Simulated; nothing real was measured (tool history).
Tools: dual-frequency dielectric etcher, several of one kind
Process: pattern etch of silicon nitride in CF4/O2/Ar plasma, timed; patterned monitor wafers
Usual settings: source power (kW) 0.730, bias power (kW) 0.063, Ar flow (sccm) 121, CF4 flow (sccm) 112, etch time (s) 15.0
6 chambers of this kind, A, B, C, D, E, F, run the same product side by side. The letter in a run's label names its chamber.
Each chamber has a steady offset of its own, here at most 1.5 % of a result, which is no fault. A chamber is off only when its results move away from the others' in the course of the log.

run	hour	source power (kW)	bias power (kW)	Ar flow (sccm)	CF4 flow (sccm)	etch time (s)	hours since the last wet clean	hours since the last source power generator calibration	hours since the last bias power generator calibration	hours since the last Ar flow controller change	hours since the last CF4 flow controller change	read-back reference wafer on the same gauge, depth_nm	mean etch depth across the wafer (Å)
# hour 0.6: chamber D: Ar flow controller replaced
1A	6.8	0.730	0.063	121	112	15.0	45.6	3771.1	2592.6	789.9	560.8	39.477	424.47
2E	11.4	0.730	0.063	121	112	15.0	492.8	761.5	315.5	2684.4	1746.1	39.485	431.99
3C	17.5	0.730	0.063	121	112	15.0	54.0	1271.4	882.8	679.5	1381.1	39.554	426.61
4D	22.3	0.730	0.063	121	112	15.0	310.1	1308.8	1447.7	21.8	3165.4	39.514	428.18
5F	25.9	0.730	0.063	121	112	15.0	278.7	4461.2	111.1	3964.0	1894.3	39.451	426.17
6B	31.3	0.730	0.063	121	87	17.5	157.9	2970.6	1714.6	1631.6	614.5	39.469	478.15
7B	37.0	0.730	0.063	121	87	17.5	163.6	2976.3	1720.3	1637.3	620.2	39.500	476.82
8F	42.5	0.730	0.063	121	87	17.5	295.3	4477.8	127.7	3980.6	1910.9	39.484	483.16
9E	48.5	0.730	0.063	121	87	17.5	529.9	798.6	352.6	2721.5	1783.2	39.475	484.93
# hour 51.7: chamber E: wet clean of the chamber
10A	53.6	0.730	0.063	121	87	17.5	92.4	3817.9	2639.4	836.7	607.6	39.521	482.09
11D	57.7	0.730	0.063	121	87	17.5	345.5	1344.2	1483.1	57.2	3200.8	39.541	484.64
12C	61.9	0.730	0.063	121	137	15.0	98.4	1315.8	927.2	723.9	1425.5	39.550	436.82
13B	67.4	0.730	0.063	121	137	15.0	194.0	3006.7	1750.7	1667.7	650.6	39.479	430.76
14E	71.5	0.730	0.063	121	137	15.0	19.9	821.6	375.6	2744.5	1806.2	39.521	437.45
15A	75.6	0.730	0.063	121	137	15.0	114.4	3839.9	2661.4	858.7	629.6	39.489	439.68
16F	80.7	0.730	0.063	121	137	15.0	333.5	4516.0	165.9	4018.8	1949.1	39.526	439.41
17C	86.2	0.730	0.063	121	137	15.0	122.7	1340.1	951.5	748.2	1449.8	39.483	438.73
18D	92.7	0.730	0.063	121	112	15.0	380.5	1379.2	1518.1	92.2	3235.8	39.500	429.14
# hour 94.0: chamber F: Ar flow controller replaced
19E	96.5	0.820	0.049	121	112	15.0	44.9	846.6	400.6	2769.5	1831.2	39.509	434.26
20B	100.3	0.820	0.049	121	112	15.0	226.9	3039.6	1783.6	1700.6	683.5	39.515	423.14
# hour 102.2: chamber F: source power generator calibrated
21F	106.4	0.820	0.049	121	112	15.0	359.2	4.2	191.6	12.4	1974.8	39.502	416.51
22C	111.6	0.820	0.049	121	112	15.0	148.1	1365.5	976.9	773.6	1475.2	39.545	433.44
23A	116.1	0.820	0.049	121	112	15.0	154.9	3880.4	2701.9	899.2	670.1	39.514	429.78
24D	122.8	0.820	0.049	121	112	15.0	410.6	1409.3	1548.2	122.3	3265.9	39.498	432.37
25E	129.6	0.730	0.063	121	112	15.0	78.0	879.7	433.7	2802.6	1864.3	39.513	430.54
# hour 132.8: chamber D: wet clean of the chamber
26A	134.1	0.730	0.063	121	112	15.0	172.9	3898.4	2719.9	917.2	688.1	39.513	424.72
27F	138.5	0.730	0.063	121	112	15.0	391.3	36.3	223.7	44.5	2006.9	39.464	411.79
28B	141.9	0.730	0.063	121	112	15.0	268.5	3081.2	1825.2	1742.2	725.1	39.506	421.94
29D	147.5	0.730	0.063	121	112	15.0	14.8	1434.0	1572.9	147.0	3290.6	39.490	428.61
# hour 151.5: chamber F: CF4 flow controller replaced
30C	152.4	0.730	0.063	121	112	15.0	188.9	1406.3	1017.7	814.4	1516.0	39.486	428.07
31A	159.1	0.730	0.063	121	112	15.0	197.9	3923.4	2744.9	942.2	713.1	39.532	426.01
32E	165.7	0.730	0.063	121	112	15.0	114.1	915.8	469.8	2838.7	1900.4	39.520	432.15
33B	172.1	0.730	0.063	121	112	15.0	298.7	3111.4	1855.4	1772.4	755.3	39.505	422.04
34C	175.8	0.730	0.063	121	112	15.0	212.3	1429.7	1041.1	837.8	1539.4	39.495	425.36
35D	180.6	0.730	0.063	121	112	15.0	47.9	1467.1	1606.0	180.1	3323.7	39.478	430.53
36F	186.6	0.730	0.063	121	112	15.0	439.4	84.4	271.8	92.6	35.1	39.483	411.46
37A	191.6	0.730	0.063	121	112	19.0	230.4	3955.9	2777.4	974.7	745.6	39.495	541.73
38E	196.7	0.730	0.063	121	112	19.0	145.1	946.8	500.8	2869.7	1931.4	39.500	543.27

All 6 chambers run these settings next. Forecast each chamber's results:
39A	201.6	0.730	0.063	146	112	15.0							?
39B	201.6	0.730	0.063	146	112	15.0							?
39C	201.6	0.730	0.063	146	112	15.0							?
39D	201.6	0.730	0.063	146	112	15.0							?
39E	201.6	0.730	0.063	146	112	15.0							?
39F	201.6	0.730	0.063	146	112	15.0							?

run	mean etch depth across the wafer (Å)
39A	415.69
39B	408.78
39C	418.34
39D	414.81
39E	417.50
39F	401.98
